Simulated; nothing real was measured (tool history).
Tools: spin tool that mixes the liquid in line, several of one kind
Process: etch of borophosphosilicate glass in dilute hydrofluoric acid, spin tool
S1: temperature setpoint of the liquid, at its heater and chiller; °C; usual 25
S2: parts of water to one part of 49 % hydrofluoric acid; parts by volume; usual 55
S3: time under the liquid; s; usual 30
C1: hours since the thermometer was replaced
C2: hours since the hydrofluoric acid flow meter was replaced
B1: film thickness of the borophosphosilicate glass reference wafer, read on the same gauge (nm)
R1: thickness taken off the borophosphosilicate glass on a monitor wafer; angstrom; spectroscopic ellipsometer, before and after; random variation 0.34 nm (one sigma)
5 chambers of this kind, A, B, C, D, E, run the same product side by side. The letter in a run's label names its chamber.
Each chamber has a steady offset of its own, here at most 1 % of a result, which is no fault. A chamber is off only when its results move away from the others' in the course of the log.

run	hour	S1	S2	S3	C1	C2	B1	R1
1A	5.5	25	55	30	696.6	258.1	140	387.92
2E	11.1	25	55	30	813.2	540.3	139.98	398.68
3D	15.9	25	55	30	805.7	299.1	139.97	401.96
4C	23.4	25	55	30	1289.6	386.5	140	395.15
5B	28.2	25	55	30	1568.7	1109.5	139.97	396.66
6C	35.6	25	55	30	1301.8	398.7	140	382.75
7E	39.7	25	55	30	841.8	568.9	140.02	392.03
8A	44	25	55	30	735.1	296.6	140.01	392.59
9B	50.7	25	55	30	1591.2	1132	139.99	397.26
10D	56.7	25	55	30	846.5	339.9	139.97	394.68
11E	63.7	25	45	30	865.8	592.9	140	491.59
12A	70.6	25	45	30	761.7	323.2	140	474.98
13C	76.8	25	45	30	1343	439.9	139.99	478.53
14B	84.1	25	45	30	1624.6	1165.4	140.05	497.26
15D	88.9	25	45	30	878.7	372.1	140	490.74
16A	97.3	25	55	30	788.4	349.9	139.99	394.35
17C	104.4	25	55	30	1370.6	467.5	139.99	380.48
18B	111.6	25	55	30	1652.1	1192.9	140	389.6
19E	119.3	25	55	30	921.4	648.5	140	392.08
20D	128.5	25	55	30	918.3	411.7	140	397.73
21C	135.2	25	55	30	1401.4	498.3	139.98	372.8
22D	143.1	28.5	70	30	932.9	426.3	139.98	347.16
23A	150	28.5	70	30	841.1	402.6	140.02	347.17
24E	154.5	28.5	70	30	956.6	683.7	139.97	353.62
25B	159.2	28.5	70	30	1699.7	1240.5	140.03	344.81
26E	163.8	28.5	70	30	965.9	693	140.02	350.09
27C	171.8	25	55	30	1438	534.9	140	367.08
28B	178.8	25	55	30	1719.3	1260.1	139.98	388.62
29A	183.6	25	55	30	874.7	436.2	140.02	389.92
30D	190	25	55	30	979.8	473.2	139.99	398.64
31B	194.2	25	55	30	1734.7	1275.5	140.02	398.88
# hour 195.9: chamber A: thermometer replaced
32E	201	28.5	55	30	1003.1	730.2	140.01	454.67
33A	206.2	28.5	55	30	10.4	458.8	140	441.08
34D	213.1	28.5	55	30	1002.9	496.3	139.99	449.73
35C	220	28.5	55	30	1486.2	583.1	139.99	408.46
36D	228.4	28.5	55	30	1018.2	511.6	140.02	452.05
37B	237.4	25	55	30	1777.9	1318.7	139.99	394.8
38A	241.6	25	55	30	45.8	494.2	140	391.6
39C	247.7	25	55	30	1513.9	610.8	140.01	354.07

All 5 chambers run these settings next. Forecast each chamber's results:
40A	254.5	25	55	30				?
40B	254.5	25	55	30				?
40C	254.5	25	55	30				?
40D	254.5	25	55	30				?
40E	254.5	25	55	30				?

run	R1
40A	388.12
40B	391.38
40C	350.87
40D	396.04
40E	395.27

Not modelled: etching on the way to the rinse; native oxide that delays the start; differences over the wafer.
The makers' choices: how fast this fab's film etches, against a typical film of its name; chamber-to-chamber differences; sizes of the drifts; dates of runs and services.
